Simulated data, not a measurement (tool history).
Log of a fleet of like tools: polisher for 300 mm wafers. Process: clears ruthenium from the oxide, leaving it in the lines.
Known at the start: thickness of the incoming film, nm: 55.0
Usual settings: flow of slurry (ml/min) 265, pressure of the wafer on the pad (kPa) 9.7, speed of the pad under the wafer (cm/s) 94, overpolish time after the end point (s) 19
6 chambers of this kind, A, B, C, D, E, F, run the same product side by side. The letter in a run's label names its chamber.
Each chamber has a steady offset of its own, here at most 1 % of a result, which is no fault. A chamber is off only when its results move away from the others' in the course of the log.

| run | day | flow of slurry (ml/min) | pressure of the wafer on the pad (kPa) | speed of the pad under the wafer (cm/s) | overpolish time after the end point (s) | time until the end point was called (s) |
|---|---|---|---|---|---|---|
|  | 0.121 | chamber D: worn pad replaced by a new one |
|  | 0.288 | chamber B: head pressure recalibrated |
| 1A | 0.292 | 265 | 9.7 | 94 | 19 | 66.879 |
|  | 0.496 | chamber E: slurry nozzle cleaned |
| 2E | 0.625 | 265 | 9.7 | 94 | 19 | 67.357 |
|  | 0.692 | chamber F: worn pad replaced by a new one |
| 3B | 0.958 | 265 | 9.7 | 94 | 19 | 67.238 |
| 4C | 1.367 | 265 | 9.7 | 94 | 19 | 67.915 |
| 5F | 1.754 | 265 | 9.7 | 94 | 19 | 67.521 |
|  | 1.758 | chamber C: worn pad replaced by a new one |
|  | 1.888 | chamber B: worn pad replaced by a new one |
|  | 2.038 | chamber A: worn pad replaced by a new one |
| 6D | 2.108 | 265 | 9.7 | 94 | 19 | 67.98 |
| 7C | 2.625 | 265 | 9.7 | 94 | 19 | 67.25 |
| 8F | 3.071 | 265 | 9.7 | 94 | 19 | 67.92 |
|  | 3.283 | chamber E: worn pad replaced by a new one |
| 9D | 3.471 | 265 | 9.7 | 94 | 19 | 68.335 |
|  | 3.738 | chamber F: worn pad replaced by a new one |
| 10B | 3.929 | 265 | 9.7 | 94 | 19 | 67.256 |
|  | 4.058 | chamber C: head pressure recalibrated |
|  | 4.346 | chamber D: head pressure recalibrated |
| 11A | 4.412 | 265 | 9.7 | 94 | 19 | 66.447 |
| 12E | 4.708 | 265 | 9.7 | 94 | 19 | 67.274 |
|  | 4.725 | chamber B: worn pad replaced by a new one |
| 13D | 5.225 | 265 | 9.7 | 94 | 19 | 67.981 |
|  | 5.258 | chamber A: head pressure recalibrated |
|  | 5.696 | chamber D: worn pad replaced by a new one |
| 14B | 5.754 | 265 | 9.7 | 94 | 19 | 67.666 |
|  | 5.992 | chamber C: worn pad replaced by a new one |
| 15C | 6 | 265 | 9.7 | 94 | 19 | 66.286 |
| 16A | 6.292 | 215 | 9.7 | 94 | 19 | 61.804 |
|  | 6.558 | chamber F: worn pad replaced by a new one |
| 17F | 6.604 | 215 | 9.7 | 94 | 19 | 68.896 |
|  | 6.688 | chamber A: worn pad replaced by a new one |
|  | 6.788 | chamber E: worn pad replaced by a new one |
| 18E | 6.888 | 215 | 9.7 | 94 | 19 | 68.537 |
| 19A | 7.179 | 215 | 9.7 | 94 | 19 | 61.863 |
|  | 7.517 | chamber B: worn pad replaced by a new one |
| 20E | 7.617 | 215 | 9.7 | 94 | 19 | 69.026 |
| 21C | 7.871 | 215 | 9.7 | 94 | 19 | 68.204 |
|  | 8.108 | chamber B: slurry nozzle cleaned |
| 22D | 8.204 | 265 | 9.7 | 94 | 19 | 67.999 |
| 23F | 8.638 | 265 | 9.7 | 94 | 19 | 68.123 |
| 24B | 8.979 | 265 | 9.7 | 94 | 19 | 67.685 |
| 25C | 9.258 | 265 | 9.7 | 94 | 19 | 67.887 |
| 26A | 9.492 | 265 | 9.7 | 94 | 19 | 59.721 |
|  | 9.746 | chamber F: worn pad replaced by a new one |
| 27F | 9.771 | 265 | 9.7 | 118 | 28 | 53.334 |
|  | 9.875 | chamber C: worn pad replaced by a new one |
|  | 9.946 | chamber B: worn pad replaced by a new one |
| 28B | 10.171 | 265 | 9.7 | 118 | 28 | 53.519 |
|  | 10.179 | chamber E: worn pad replaced by a new one |
| 29E | 10.504 | 265 | 9.7 | 118 | 28 | 54.402 |
|  | 10.558 | chamber D: slurry nozzle cleaned |
| 30D | 10.996 | 265 | 9.7 | 118 | 28 | 53.593 |
|  | 11.354 | chamber F: head pressure recalibrated |
|  | 11.396 | chamber D: worn pad replaced by a new one |
| 31A | 11.412 | 265 | 9.7 | 118 | 28 | 48.347 |
| 32F | 11.842 | 265 | 9.7 | 118 | 28 | 53.864 |
|  | 12.096 | chamber A: worn pad replaced by a new one |
| 33C | 12.221 | 265 | 9.7 | 94 | 23 | 66.475 |
|  | 12.304 | chamber A: slurry nozzle cleaned |
| 34B | 12.708 | 265 | 9.7 | 94 | 23 | 66.902 |
|  | 13.146 | chamber E: worn pad replaced by a new one |
| 35E | 13.15 | 265 | 9.7 | 94 | 23 | 67.344 |
| 36D | 13.638 | 265 | 9.7 | 94 | 23 | 67.578 |
| 37A | 13.996 | 265 | 9.7 | 94 | 23 | 61.242 |

Is one chamber off against the others, does the gauge drift, or is nothing wrong? If a chamber is off, say which, and what the likeliest cause is.

A service left chamber A off against the others.
Cause: head's pressure above its setpoint, % = 11.2.

Here are 4 candidates for chamber A's next run, each the usual settings with a change, their results left as question marks. Which one brings its results back in line with what the others give on the usual settings?
In line means no further than this from the other chambers' mean on the usual settings: time until the end point was called (s) 2.1
| 38A-1 | 14.375 | 260 | 9.7 | 84 | 19 | ? |
| 38A-2 | 14.375 | 265 | 9.7 | 106 | 19 | ? |
| 38A-3 | 14.375 | 265 | 9.7 | 100 | 19 | ? |
| 38A-4 | 14.375 | 160 | 9.7 | 94 | 19 | ? |

The other chambers' mean on the usual settings: time until the end point was called (s) 67.704
| run | time until the end point was called (s) |
|---|---|
| 38A-1 | 67.213 |
| 38A-2 | 53.149 |
| 38A-3 | 56.341 |
| 38A-4 | 63.928 |
38A-1 brings the chamber back in line.

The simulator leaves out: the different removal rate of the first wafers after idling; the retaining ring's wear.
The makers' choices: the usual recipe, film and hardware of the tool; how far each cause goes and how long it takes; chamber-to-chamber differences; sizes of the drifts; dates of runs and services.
